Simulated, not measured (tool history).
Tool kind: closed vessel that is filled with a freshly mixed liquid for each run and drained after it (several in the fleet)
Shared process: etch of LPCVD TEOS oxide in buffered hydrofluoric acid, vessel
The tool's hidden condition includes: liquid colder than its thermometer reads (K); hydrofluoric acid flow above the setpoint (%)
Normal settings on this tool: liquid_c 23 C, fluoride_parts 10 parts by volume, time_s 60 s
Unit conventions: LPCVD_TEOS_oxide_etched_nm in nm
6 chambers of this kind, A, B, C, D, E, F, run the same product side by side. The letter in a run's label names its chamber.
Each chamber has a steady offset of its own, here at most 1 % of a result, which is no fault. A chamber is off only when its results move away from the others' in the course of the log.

| run | day | liquid_c | fluoride_parts | time_s | hours since the thermometer was replaced | hours since the hydrofluoric acid flow meter was replaced | read-back film thickness of the LPCVD TEOS oxide reference wafer, read on the same gauge (nm) | LPCVD_TEOS_oxide_etched_nm |
|---|---|---|---|---|---|---|---|---|
| 1A | 0.121 | 23 | 10 | 60 | 379.1 | 660.7 | 49.968 | 213.52 |
| 2E | 0.204 | 23 | 10 | 60 | 922.3 | 905.1 | 50.021 | 216.51 |
| 3D | 0.325 | 23 | 10 | 60 | 887.3 | 656.3 | 50.023 | 212.11 |
| 4B | 0.462 | 23 | 10 | 60 | 2233.8 | 1307.2 | 50.018 | 216.16 |
| 5C | 0.546 | 23 | 10 | 60 | 570.7 | 1262.7 | 49.998 | 215.55 |
| 6F | 0.683 | 23 | 10 | 60 | 419.0 | 391.5 | 50.017 | 216.81 |
| 7C | 0.812 | 23 | 10 | 60 | 577.1 | 1269.1 | 50.003 | 214.75 |
| 8B | 0.904 | 23 | 10 | 95 | 2244.4 | 1317.8 | 50.009 | 343.56 |
| 9D | 1.033 | 23 | 10 | 95 | 904.3 | 673.3 | 49.997 | 338.98 |
| 10F | 1.146 | 23 | 10 | 95 | 430.1 | 402.6 | 49.997 | 344.54 |
| 11E | 1.221 | 23 | 10 | 95 | 946.7 | 929.5 | 50.016 | 345.55 |
| 12A | 1.321 | 23 | 10 | 95 | 407.9 | 689.5 | 49.998 | 335.36 |
| 13D | 1.467 | 23 | 10 | 95 | 914.7 | 683.7 | 49.992 | 335.29 |
| 14B | 1.596 | 23 | 10 | 60 | 2261.0 | 1334.4 | 49.981 | 215.83 |
| 15A | 1.675 | 23 | 10 | 60 | 416.4 | 698.0 | 50.021 | 214.90 |
| 16E | 1.754 | 23 | 10 | 60 | 959.5 | 942.3 | 49.996 | 218.66 |
| 17F | 1.838 | 23 | 10 | 60 | 446.7 | 419.2 | 50.031 | 214.72 |
| 18C | 1.971 | 23 | 10 | 60 | 604.9 | 1296.9 | 50.014 | 214.22 |
| 19C | 2.075 | 23 | 10 | 60 | 607.4 | 1299.4 | 49.987 | 213.91 |
| 20A | 2.188 | 23 | 10 | 60 | 428.7 | 710.3 | 49.997 | 210.39 |
| 21B | 2.317 | 23 | 10 | 60 | 2278.3 | 1351.7 | 49.989 | 216.62 |
| 22D | 2.492 | 23 | 10 | 60 | 939.3 | 708.3 | 50.024 | 212.54 |
| 23E | 2.592 | 23 | 10 | 60 | 979.6 | 962.4 | 50.020 | 217.04 |
| 24F | 2.696 | 23 | 10 | 60 | 467.3 | 439.8 | 50.000 | 215.35 |
|  | 2.738 | chamber B: hydrofluoric acid flow meter replaced |
| 25E | 2.783 | 23 | 10 | 60 | 984.2 | 967.0 | 50.008 | 217.62 |
| 26F | 2.946 | 23 | 10 | 60 | 473.3 | 445.8 | 50.017 | 217.17 |
| 27C | 3.029 | 23 | 10 | 60 | 630.3 | 1322.3 | 49.985 | 215.97 |
| 28A | 3.138 | 23 | 10 | 60 | 451.5 | 733.1 | 50.005 | 214.64 |
| 29B | 3.275 | 23 | 10 | 60 | 2301.3 | 13.0 | 49.995 | 213.50 |
| 30D | 3.421 | 23 | 10 | 60 | 961.6 | 730.6 | 49.979 | 210.37 |
| 31E | 3.512 | 23 | 10 | 60 | 1001.7 | 984.5 | 49.986 | 215.97 |
| 32C | 3.596 | 23 | 10 | 60 | 643.9 | 1335.9 | 50.008 | 215.62 |
| 33D | 3.725 | 23 | 10 | 85 | 968.9 | 737.9 | 49.997 | 298.77 |
| 34F | 3.825 | 23 | 10 | 85 | 494.4 | 466.9 | 50.006 | 305.05 |
| 35A | 3.942 | 23 | 10 | 85 | 470.8 | 752.4 | 50.014 | 301.21 |
| 36B | 4.079 | 23 | 10 | 85 | 2320.6 | 32.3 | 49.988 | 308.39 |
| 37D | 4.246 | 23 | 10 | 85 | 981.4 | 750.4 | 50.009 | 294.92 |
| 38F | 4.396 | 23 | 10 | 85 | 508.1 | 480.6 | 50.017 | 303.89 |
| 39B | 4.554 | 23 | 10 | 60 | 2332.0 | 43.7 | 49.999 | 218.46 |

Read the log: is a single chamber off, either drifting away or since a service, is the gauge that measures every chamber drifting, or is nothing wrong beyond small per-chamber offsets? Name any odd chamber and what most likely caused it.

Little by little, chamber D moves away from the other chambers.
What lies behind it: liquid colder than its thermometer reads (K) = 0.565.
It could be hard to tell apart here from: hydrofluoric acid flow below the setpoint (%).

Chamber D could run next with any of the 4 candidate recipes listed below; each alters the usual settings, and their results appear as question marks. Which one brings its results back in line with what the other chambers deliver on the usual settings?
Maximum distance from the other chambers' mean on the usual settings for a result to count as in line: LPCVD_TEOS_oxide_etched_nm 4.20 nm
| 40D-1 | 4.679 | 23.5 | 10.0 | 60 |  |  |  | ? |
| 40D-2 | 4.679 | 23.0 | 9.0 | 60 |  |  |  | ? |
| 40D-3 | 4.679 | 22.5 | 10.0 | 60 |  |  |  | ? |
| 40D-4 | 4.679 | 22.5 | 10.5 | 60 |  |  |  | ? |

Usual-settings mean across the other chambers: LPCVD_TEOS_oxide_etched_nm 215.54 nm
| run | LPCVD_TEOS_oxide_etched_nm |
|---|---|
| 40D-1 | 213.80 |
| 40D-2 | 222.27 |
| 40D-3 | 202.45 |
| 40D-4 | 193.39 |
Change 40D-1 lands the chamber within the allowed miss of the other chambers.

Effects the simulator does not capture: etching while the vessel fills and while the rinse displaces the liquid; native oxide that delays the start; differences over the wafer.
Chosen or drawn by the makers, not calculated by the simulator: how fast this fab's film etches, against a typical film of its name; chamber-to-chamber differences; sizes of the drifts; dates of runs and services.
